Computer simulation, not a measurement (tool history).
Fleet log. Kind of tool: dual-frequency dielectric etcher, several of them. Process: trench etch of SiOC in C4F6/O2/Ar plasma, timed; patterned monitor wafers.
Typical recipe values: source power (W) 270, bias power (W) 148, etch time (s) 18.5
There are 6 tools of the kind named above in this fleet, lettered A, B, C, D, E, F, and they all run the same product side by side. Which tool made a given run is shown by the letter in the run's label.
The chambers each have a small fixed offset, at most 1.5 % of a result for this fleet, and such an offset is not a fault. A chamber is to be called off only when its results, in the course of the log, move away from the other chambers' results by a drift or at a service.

run	hour	source power (W)	bias power (W)	etch time (s)	hours since the last wet clean	hours since the last source power generator calibration	hours since the last bias power generator calibration	read-back reference wafer on the same gauge, depth_nm	mean etch depth across the wafer (angstrom)
1A	11.8	270	148	18.5	405.7	882.6	374.6	28.217	310.79
# hour 18.6: chamber D: bias power generator calibrated
2C	22.4	270	148	18.5	465.0	1812.0	650.7	28.163	311.43
3E	30.8	270	148	18.5	352.4	3086.1	38.0	28.208	307.33
# hour 33.3: chamber B: source power generator calibrated
4B	38.4	270	148	18.5	85.4	5.1	775.1	28.220	306.83
5D	47.6	270	148	18.5	69.2	2182.5	29.1	28.222	312.42
6F	57.1	270	148	18.5	394.9	333.8	2050.7	28.175	311.80
# hour 58.4: chamber C: wet clean of the chamber
7F	64.2	270	148	18.5	402.0	340.9	2057.8	28.176	308.24
8E	76.0	270	148	18.5	397.6	3131.3	83.2	28.213	307.87
9B	89.1	270	148	18.5	136.1	55.8	825.8	28.193	306.42
10A	98.1	270	148	18.5	492.0	968.9	460.9	28.186	313.28
11D	105.7	270	148	18.5	127.3	2240.6	87.2	28.180	311.33
12C	112.2	270	148	18.5	53.9	1901.8	740.5	28.178	315.40
13F	122.4	270	148	18.5	460.2	399.1	2116.0	28.199	310.69
14B	134.0	270	148	18.5	181.0	100.7	870.7	28.235	306.07
15C	147.0	270	148	18.5	88.7	1936.6	775.3	28.201	310.81
# hour 155.1: chamber A: wet clean of the chamber
16A	156.4	270	148	18.5	1.3	1027.2	519.2	28.220	311.93
17E	163.0	270	148	18.5	484.6	3218.3	170.2	28.191	305.88
18D	168.8	270	148	18.5	190.4	2303.7	150.3	28.182	312.41
19D	179.7	270	148	18.5	201.3	2314.6	161.2	28.175	312.51
20F	188.5	270	148	18.5	526.3	465.2	2182.1	28.180	313.02
# hour 195.0: chamber F: wet clean of the chamber
21B	200.1	270	148	18.5	247.1	166.8	936.8	28.227	307.26
22E	213.3	270	148	18.5	534.9	3268.6	220.5	28.194	309.91
23C	224.9	270	148	18.5	166.6	2014.5	853.2	28.163	310.53
# hour 226.8: chamber C: source power generator calibrated
24A	236.1	270	148	18.5	81.0	1106.9	598.9	28.179	315.68
25A	243.2	270	148	18.5	88.1	1114.0	606.0	28.179	315.16
26C	252.7	270	148	18.5	194.4	26.0	881.0	28.197	312.28
# hour 264.6: chamber D: source power generator calibrated
27D	265.1	270	148	18.5	286.7	0.5	246.6	28.227	309.83
28E	278.3	270	148	18.5	599.9	3333.6	285.5	28.193	308.59
29B	288.9	270	148	18.5	335.9	255.6	1025.6	28.169	307.48
30F	299.1	270	148	18.5	104.2	575.8	2292.7	28.237	294.39
31F	311.7	270	148	18.5	116.8	588.4	2305.3	28.210	293.60
32B	317.4	270	148	18.5	364.4	284.1	1054.1	28.186	305.57
33E	328.1	270	148	18.5	649.7	3383.4	335.3	28.183	308.22
34C	339.6	270	148	18.5	281.3	112.9	967.9	28.156	310.88
35D	347.2	270	148	18.5	368.8	82.6	328.7	28.185	309.56
36A	360.4	270	148	18.5	205.3	1231.2	723.2	28.187	312.97

Which is it: a chamber that has drifted or been left off by a service, a gauge drift common to all chambers, or only each chamber's usual small offset? If a chamber is off, name it and its likeliest cause.

A service on chamber F put it out of line with the rest.
What lies behind it: etch rate under this chamber's usual, % = 5.09.

Here are 4 candidates for chamber F's next run, each the usual settings with a change, their results left as question marks. Which one brings its results back in line with what the others give on the usual settings?
In-line tolerance around the mean of the other chambers on the usual settings: mean etch depth across the wafer (angstrom) 5.60
37F-1	369.9	280	151	20.0					?
37F-2	369.9	270	172	18.5					?
37F-3	369.9	240	148	18.5					?
37F-4	369.9	270	145	17.0					?

Usual-settings mean across the other chambers: mean etch depth across the wafer (angstrom) 310.15
run	mean etch depth across the wafer (angstrom)
37F-1	324.62
37F-2	308.59
37F-3	280.78
37F-4	268.56
Change 37F-2 lands the chamber within the allowed miss of the other chambers.

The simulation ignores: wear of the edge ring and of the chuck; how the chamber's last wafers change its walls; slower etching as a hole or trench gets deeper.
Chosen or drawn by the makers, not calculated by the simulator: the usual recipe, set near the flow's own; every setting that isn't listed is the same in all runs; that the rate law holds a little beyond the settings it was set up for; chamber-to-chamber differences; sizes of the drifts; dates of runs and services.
